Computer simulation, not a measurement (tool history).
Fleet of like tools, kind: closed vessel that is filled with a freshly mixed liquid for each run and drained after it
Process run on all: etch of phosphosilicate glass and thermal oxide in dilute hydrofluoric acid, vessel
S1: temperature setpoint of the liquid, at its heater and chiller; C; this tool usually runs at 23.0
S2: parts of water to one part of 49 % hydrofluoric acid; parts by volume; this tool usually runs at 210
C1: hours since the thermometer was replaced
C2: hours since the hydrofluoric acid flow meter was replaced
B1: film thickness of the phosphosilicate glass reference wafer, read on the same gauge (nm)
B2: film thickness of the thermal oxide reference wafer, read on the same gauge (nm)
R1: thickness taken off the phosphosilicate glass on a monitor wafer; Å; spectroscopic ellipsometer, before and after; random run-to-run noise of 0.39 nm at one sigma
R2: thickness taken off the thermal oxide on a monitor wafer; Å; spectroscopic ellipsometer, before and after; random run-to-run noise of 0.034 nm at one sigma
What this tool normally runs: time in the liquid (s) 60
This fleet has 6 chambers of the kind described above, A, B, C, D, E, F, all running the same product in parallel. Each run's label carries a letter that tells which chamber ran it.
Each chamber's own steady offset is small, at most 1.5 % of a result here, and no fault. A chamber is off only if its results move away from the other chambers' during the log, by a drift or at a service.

{"run": "1C", "hour": 2.2, "S1": 23.0, "S2": 210, "time in the liquid (s)": 60, "C1": 8.6, "C2": 1670.7, "B1": 39.996, "B2": 130.0, "R1": 489.23, "R2": 12.374}
{"run": "2A", "hour": 5.7, "S1": 23.0, "S2": 210, "time in the liquid (s)": 60, "C1": 1871.5, "C2": 826.2, "B1": 40.0, "B2": 130.03, "R1": 479.1, "R2": 11.811}
{"run": "3E", "hour": 9.8, "S1": 23.0, "S2": 210, "time in the liquid (s)": 60, "C1": 433.7, "C2": 724.7, "B1": 40.016, "B2": 129.98, "R1": 487.65, "R2": 11.157}
{"run": "4D", "hour": 14.4, "S1": 23.0, "S2": 210, "time in the liquid (s)": 60, "C1": 218.6, "C2": 654.2, "B1": 40.004, "B2": 130.01, "R1": 485.54, "R2": 11.825}
{"run": "5B", "hour": 17.3, "S1": 23.0, "S2": 210, "time in the liquid (s)": 60, "C1": 926.4, "C2": 1444.5, "B1": 39.979, "B2": 130.0, "R1": 491.07, "R2": 11.515}
{"run": "6F", "hour": 20.0, "S1": 23.0, "S2": 210, "time in the liquid (s)": 60, "C1": 1150.5, "C2": 755.9, "B1": 40.004, "B2": 130.02, "R1": 486.38, "R2": 11.634}
{"run": "7E", "hour": 23.0, "S1": 23.0, "S2": 210, "time in the liquid (s)": 60, "C1": 446.9, "C2": 737.9, "B1": 40.011, "B2": 130.01, "R1": 485.18, "R2": 11.732}
{"run": "8B", "hour": 25.3, "S1": 23.0, "S2": 210, "time in the liquid (s)": 60, "C1": 934.4, "C2": 1452.5, "B1": 39.994, "B2": 129.98, "R1": 494.96, "R2": 12.069}
{"run": "9D", "hour": 29.5, "S1": 23.0, "S2": 210, "time in the liquid (s)": 60, "C1": 233.7, "C2": 669.3, "B1": 39.998, "B2": 130.02, "R1": 488.63, "R2": 11.59}
{"run": "10F", "hour": 33.0, "S1": 23.0, "S2": 210, "time in the liquid (s)": 60, "C1": 1163.5, "C2": 768.9, "B1": 39.977, "B2": 130.03, "R1": 484.11, "R2": 11.198}
{"run": "11C", "hour": 37.1, "S1": 23.0, "S2": 210, "time in the liquid (s)": 60, "C1": 43.5, "C2": 1705.6, "B1": 40.02, "B2": 129.97, "R1": 487.9, "R2": 11.572}
{"run": "12A", "hour": 41.5, "S1": 23.0, "S2": 210, "time in the liquid (s)": 60, "C1": 1907.3, "C2": 862.0, "B1": 40.006, "B2": 129.99, "R1": 481.78, "R2": 11.897}
{"run": "13C", "hour": 45.7, "S1": 23.0, "S2": 210, "time in the liquid (s)": 60, "C1": 52.1, "C2": 1714.2, "B1": 39.977, "B2": 130.01, "R1": 494.13, "R2": 11.491}
{"run": "14F", "hour": 47.9, "S1": 23.0, "S2": 210, "time in the liquid (s)": 60, "C1": 1178.4, "C2": 783.8, "B1": 39.989, "B2": 129.98, "R1": 488.98, "R2": 11.768}
{"run": "15D", "hour": 52.2, "S1": 23.0, "S2": 210, "time in the liquid (s)": 60, "C1": 256.4, "C2": 692.0, "B1": 40.012, "B2": 130.0, "R1": 492.89, "R2": 11.495}
{"run": "16B", "hour": 56.1, "S1": 23.0, "S2": 210, "time in the liquid (s)": 60, "C1": 965.2, "C2": 1483.3, "B1": 40.018, "B2": 129.99, "R1": 490.38, "R2": 11.584}
{"run": "17E", "hour": 59.1, "S1": 23.0, "S2": 210, "time in the liquid (s)": 60, "C1": 483.0, "C2": 774.0, "B1": 39.995, "B2": 130.02, "R1": 484.32, "R2": 12.434}
{"run": "18A", "hour": 61.4, "S1": 23.0, "S2": 210, "time in the liquid (s)": 60, "C1": 1927.2, "C2": 881.9, "B1": 40.011, "B2": 129.99, "R1": 482.89, "R2": 11.968}
{"run": "19E", "hour": 65.5, "S1": 23.0, "S2": 210, "time in the liquid (s)": 60, "C1": 489.4, "C2": 780.4, "B1": 39.997, "B2": 129.97, "R1": 481.14, "R2": 11.661}
{"run": "20F", "hour": 69.3, "S1": 21.5, "S2": 210, "time in the liquid (s)": 75, "C1": 1199.8, "C2": 805.2, "B1": 39.996, "B2": 129.96, "R1": 574.97, "R2": 13.291}
{"run": "21D", "hour": 72.8, "S1": 21.5, "S2": 210, "time in the liquid (s)": 75, "C1": 277.0, "C2": 712.6, "B1": 40.027, "B2": 130.02, "R1": 576.76, "R2": 13.192}
{"run": "22C", "hour": 77.4, "S1": 21.5, "S2": 210, "time in the liquid (s)": 75, "C1": 83.8, "C2": 1745.9, "B1": 40.039, "B2": 130.01, "R1": 570.41, "R2": 13.966}
{"run": "23B", "hour": 81.5, "S1": 21.5, "S2": 210, "time in the liquid (s)": 75, "C1": 990.6, "C2": 1508.7, "B1": 40.037, "B2": 129.97, "R1": 581.43, "R2": 13.245}
{"run": "24A", "hour": 86.1, "S1": 21.5, "S2": 210, "time in the liquid (s)": 75, "C1": 1951.9, "C2": 906.6, "B1": 40.04, "B2": 129.96, "R1": 580.79, "R2": 13.854}
{"run": "25E", "hour": 88.6, "S1": 21.5, "S2": 210, "time in the liquid (s)": 75, "C1": 512.5, "C2": 803.5, "B1": 39.977, "B2": 129.98, "R1": 578.05, "R2": 14.126}
{"run": "26A", "hour": 93.0, "S1": 23.0, "S2": 210, "time in the liquid (s)": 60, "C1": 1958.8, "C2": 913.5, "B1": 39.997, "B2": 130.02, "R1": 478.1, "R2": 11.571}
{"run": "27F", "hour": 95.4, "S1": 23.0, "S2": 210, "time in the liquid (s)": 60, "C1": 1225.9, "C2": 831.3, "B1": 40.003, "B2": 130.02, "R1": 486.37, "R2": 11.597}
{"run": "28B", "hour": 100.0, "S1": 23.0, "S2": 210, "time in the liquid (s)": 60, "C1": 1009.1, "C2": 1527.2, "B1": 40.043, "B2": 129.98, "R1": 487.43, "R2": 11.856}
{"run": "29C", "hour": 103.1, "S1": 23.0, "S2": 315, "time in the liquid (s)": 60, "C1": 109.5, "C2": 1771.6, "B1": 39.995, "B2": 129.98, "R1": 289.68, "R2": 6.9267}
{"run": "30D", "hour": 105.8, "S1": 23.0, "S2": 315, "time in the liquid (s)": 60, "C1": 310.0, "C2": 745.6, "B1": 40.004, "B2": 129.99, "R1": 292.98, "R2": 6.9269}
{"run": "31E", "hour": 108.8, "S1": 23.0, "S2": 315, "time in the liquid (s)": 60, "C1": 532.7, "C2": 823.7, "B1": 40.0, "B2": 129.97, "R1": 293.56, "R2": 7.4008}
{"run": "32D", "hour": 111.0, "S1": 23.0, "S2": 315, "time in the liquid (s)": 60, "C1": 315.2, "C2": 750.8, "B1": 40.002, "B2": 129.97, "R1": 294.06, "R2": 6.8909}
{"run": "33C", "hour": 114.3, "S1": 23.0, "S2": 315, "time in the liquid (s)": 60, "C1": 120.7, "C2": 1782.8, "B1": 39.992, "B2": 129.96, "R1": 291.29, "R2": 7.2472}
{"run": "34B", "hour": 117.0, "S1": 23.0, "S2": 315, "time in the liquid (s)": 60, "C1": 1026.1, "C2": 1544.2, "B1": 40.011, "B2": 130.01, "R1": 296.74, "R2": 6.6538}
{"run": "35F", "hour": 120.2, "S1": 23.0, "S2": 210, "time in the liquid (s)": 60, "C1": 1250.7, "C2": 856.1, "B1": 39.988, "B2": 129.98, "R1": 487.28, "R2": 11.466}
{"run": "36A", "hour": 124.6, "S1": 23.0, "S2": 210, "time in the liquid (s)": 60, "C1": 1990.4, "C2": 945.1, "B1": 39.995, "B2": 129.98, "R1": 489.04, "R2": 11.683}
{"run": "37E", "hour": 127.8, "S1": 23.0, "S2": 210, "time in the liquid (s)": 60, "C1": 551.7, "C2": 842.7, "B1": 40.003, "B2": 130.0, "R1": 487.43, "R2": 12.063}
{"run": "38D", "hour": 132.2, "S1": 23.0, "S2": 210, "time in the liquid (s)": 60, "C1": 336.4, "C2": 772.0, "B1": 40.006, "B2": 130.01, "R1": 492.34, "R2": 12.063}

Does one chamber stand apart from the rest, does the shared gauge drift, or is all well apart from small per-chamber offsets? Give the chamber and the most likely cause, where there is one.

Beyond each chamber's small constant offset nothing stands out, and the gauge stays steady.

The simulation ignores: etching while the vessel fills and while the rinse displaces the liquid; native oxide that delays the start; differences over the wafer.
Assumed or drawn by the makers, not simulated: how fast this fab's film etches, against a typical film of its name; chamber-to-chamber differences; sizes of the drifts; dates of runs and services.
